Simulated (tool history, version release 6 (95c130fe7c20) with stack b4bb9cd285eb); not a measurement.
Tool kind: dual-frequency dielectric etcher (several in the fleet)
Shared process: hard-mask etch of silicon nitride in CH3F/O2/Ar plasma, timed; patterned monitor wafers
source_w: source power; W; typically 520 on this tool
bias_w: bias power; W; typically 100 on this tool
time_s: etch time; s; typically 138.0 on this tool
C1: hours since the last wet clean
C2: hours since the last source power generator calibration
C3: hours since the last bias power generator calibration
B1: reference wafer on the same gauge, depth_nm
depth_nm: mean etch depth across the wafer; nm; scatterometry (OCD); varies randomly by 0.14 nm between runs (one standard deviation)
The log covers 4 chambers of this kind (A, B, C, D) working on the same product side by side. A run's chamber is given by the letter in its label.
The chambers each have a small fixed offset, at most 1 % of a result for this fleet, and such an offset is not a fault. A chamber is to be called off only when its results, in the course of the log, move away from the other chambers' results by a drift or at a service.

{"run": "1B", "hour": 5.0, "source_w": 520, "bias_w": 100, "time_s": 138.0, "C1": 127.7, "C2": 2681.0, "C3": 4140.2, "B1": 100.99, "depth_nm": 120.52}
{"run": "2A", "hour": 13.5, "source_w": 520, "bias_w": 100, "time_s": 138.0, "C1": 539.2, "C2": 483.3, "C3": 655.4, "B1": 100.96, "depth_nm": 120.35}
{"hour": 19.2, "done": "chamber A: wet clean of the chamber"}
{"run": "3C", "hour": 21.8, "source_w": 520, "bias_w": 100, "time_s": 138.0, "C1": 433.3, "C2": 2364.2, "C3": 1825.2, "B1": 100.97, "depth_nm": 119.46}
{"run": "4D", "hour": 32.5, "source_w": 520, "bias_w": 100, "time_s": 138.0, "C1": 132.5, "C2": 2209.6, "C3": 2423.6, "B1": 100.93, "depth_nm": 120.08}
{"run": "5C", "hour": 42.3, "source_w": 520, "bias_w": 100, "time_s": 138.0, "C1": 453.8, "C2": 2384.7, "C3": 1845.7, "B1": 100.94, "depth_nm": 119.36}
{"run": "6B", "hour": 47.2, "source_w": 520, "bias_w": 100, "time_s": 138.0, "C1": 169.9, "C2": 2723.2, "C3": 4182.4, "B1": 100.9, "depth_nm": 120.38}
{"run": "7D", "hour": 56.6, "source_w": 520, "bias_w": 100, "time_s": 138.0, "C1": 156.6, "C2": 2233.7, "C3": 2447.7, "B1": 100.91, "depth_nm": 120.1}
{"run": "8A", "hour": 67.1, "source_w": 520, "bias_w": 100, "time_s": 138.0, "C1": 47.9, "C2": 536.9, "C3": 709.0, "B1": 100.9, "depth_nm": 119.89}
{"hour": 69.9, "done": "chamber C: wet clean of the chamber"}
{"run": "9B", "hour": 76.4, "source_w": 520, "bias_w": 100, "time_s": 138.0, "C1": 199.1, "C2": 2752.4, "C3": 4211.6, "B1": 100.84, "depth_nm": 120.37}
{"run": "10C", "hour": 82.5, "source_w": 520, "bias_w": 100, "time_s": 138.0, "C1": 12.6, "C2": 2424.9, "C3": 1885.9, "B1": 100.85, "depth_nm": 119.65}
{"hour": 87.0, "done": "chamber C: bias power generator calibrated"}
{"run": "11D", "hour": 90.4, "source_w": 520, "bias_w": 100, "time_s": 138.0, "C1": 190.4, "C2": 2267.5, "C3": 2481.5, "B1": 100.85, "depth_nm": 119.83}
{"run": "12A", "hour": 99.7, "source_w": 630, "bias_w": 92, "time_s": 138.0, "C1": 80.5, "C2": 569.5, "C3": 741.6, "B1": 100.86, "depth_nm": 125.33}
{"run": "13A", "hour": 106.0, "source_w": 630, "bias_w": 92, "time_s": 138.0, "C1": 86.8, "C2": 575.8, "C3": 747.9, "B1": 100.85, "depth_nm": 125.27}
{"run": "14B", "hour": 116.1, "source_w": 630, "bias_w": 92, "time_s": 138.0, "C1": 238.8, "C2": 2792.1, "C3": 4251.3, "B1": 100.83, "depth_nm": 125.36}
{"run": "15C", "hour": 125.4, "source_w": 630, "bias_w": 92, "time_s": 138.0, "C1": 55.5, "C2": 2467.8, "C3": 38.4, "B1": 100.81, "depth_nm": 124.56}
{"run": "16D", "hour": 132.9, "source_w": 520, "bias_w": 100, "time_s": 138.0, "C1": 232.9, "C2": 2310.0, "C3": 2524.0, "B1": 100.79, "depth_nm": 119.83}
{"run": "17A", "hour": 140.7, "source_w": 520, "bias_w": 100, "time_s": 138.0, "C1": 121.5, "C2": 610.5, "C3": 782.6, "B1": 100.76, "depth_nm": 119.87}
{"run": "18C", "hour": 147.1, "source_w": 520, "bias_w": 100, "time_s": 138.0, "C1": 77.2, "C2": 2489.5, "C3": 60.1, "B1": 100.75, "depth_nm": 119.18}
{"run": "19B", "hour": 156.9, "source_w": 520, "bias_w": 100, "time_s": 138.0, "C1": 279.6, "C2": 2832.9, "C3": 4292.1, "B1": 100.72, "depth_nm": 120.12}
{"run": "20D", "hour": 167.3, "source_w": 520, "bias_w": 100, "time_s": 138.0, "C1": 267.3, "C2": 2344.4, "C3": 2558.4, "B1": 100.73, "depth_nm": 119.88}
{"run": "21C", "hour": 172.2, "source_w": 520, "bias_w": 100, "time_s": 138.0, "C1": 102.3, "C2": 2514.6, "C3": 85.2, "B1": 100.72, "depth_nm": 119.37}
{"run": "22A", "hour": 180.5, "source_w": 520, "bias_w": 100, "time_s": 138.0, "C1": 161.3, "C2": 650.3, "C3": 822.4, "B1": 100.68, "depth_nm": 120.03}
{"run": "23D", "hour": 190.3, "source_w": 520, "bias_w": 100, "time_s": 138.0, "C1": 290.3, "C2": 2367.4, "C3": 2581.4, "B1": 100.68, "depth_nm": 119.52}
{"run": "24B", "hour": 199.0, "source_w": 520, "bias_w": 100, "time_s": 138.0, "C1": 321.7, "C2": 2875.0, "C3": 4334.2, "B1": 100.68, "depth_nm": 120.46}
{"run": "25D", "hour": 205.0, "source_w": 520, "bias_w": 100, "time_s": 138.0, "C1": 305.0, "C2": 2382.1, "C3": 2596.1, "B1": 100.64, "depth_nm": 119.92}
{"run": "26B", "hour": 214.7, "source_w": 520, "bias_w": 100, "time_s": 138.0, "C1": 337.4, "C2": 2890.7, "C3": 4349.9, "B1": 100.64, "depth_nm": 120.02}
{"run": "27A", "hour": 224.2, "source_w": 520, "bias_w": 100, "time_s": 138.0, "C1": 205.0, "C2": 694.0, "C3": 866.1, "B1": 100.62, "depth_nm": 119.66}
{"run": "28C", "hour": 234.0, "source_w": 520, "bias_w": 100, "time_s": 164.0, "C1": 164.1, "C2": 2576.4, "C3": 147.0, "B1": 100.62, "depth_nm": 141.81}
{"run": "29D", "hour": 242.0, "source_w": 520, "bias_w": 100, "time_s": 164.0, "C1": 342.0, "C2": 2419.1, "C3": 2633.1, "B1": 100.58, "depth_nm": 142.25}
{"run": "30C", "hour": 251.6, "source_w": 520, "bias_w": 100, "time_s": 164.0, "C1": 181.7, "C2": 2594.0, "C3": 164.6, "B1": 100.6, "depth_nm": 141.4}
{"run": "31A", "hour": 260.4, "source_w": 520, "bias_w": 100, "time_s": 164.0, "C1": 241.2, "C2": 730.2, "C3": 902.3, "B1": 100.56, "depth_nm": 142.43}
{"run": "32B", "hour": 268.1, "source_w": 520, "bias_w": 100, "time_s": 138.0, "C1": 390.8, "C2": 2944.1, "C3": 4403.3, "B1": 100.56, "depth_nm": 119.92}
{"run": "33C", "hour": 278.8, "source_w": 620, "bias_w": 100, "time_s": 167.5, "C1": 208.9, "C2": 2621.2, "C3": 191.8, "B1": 100.54, "depth_nm": 154.1}

Is one chamber off against the others, does the gauge drift, or is nothing wrong? If a chamber is off, say which, and what the likeliest cause is.

The gauge drifts, so all chambers seem to drift together. No chamber is off.
Likeliest cause: gauge reads low (%) = 0.477.

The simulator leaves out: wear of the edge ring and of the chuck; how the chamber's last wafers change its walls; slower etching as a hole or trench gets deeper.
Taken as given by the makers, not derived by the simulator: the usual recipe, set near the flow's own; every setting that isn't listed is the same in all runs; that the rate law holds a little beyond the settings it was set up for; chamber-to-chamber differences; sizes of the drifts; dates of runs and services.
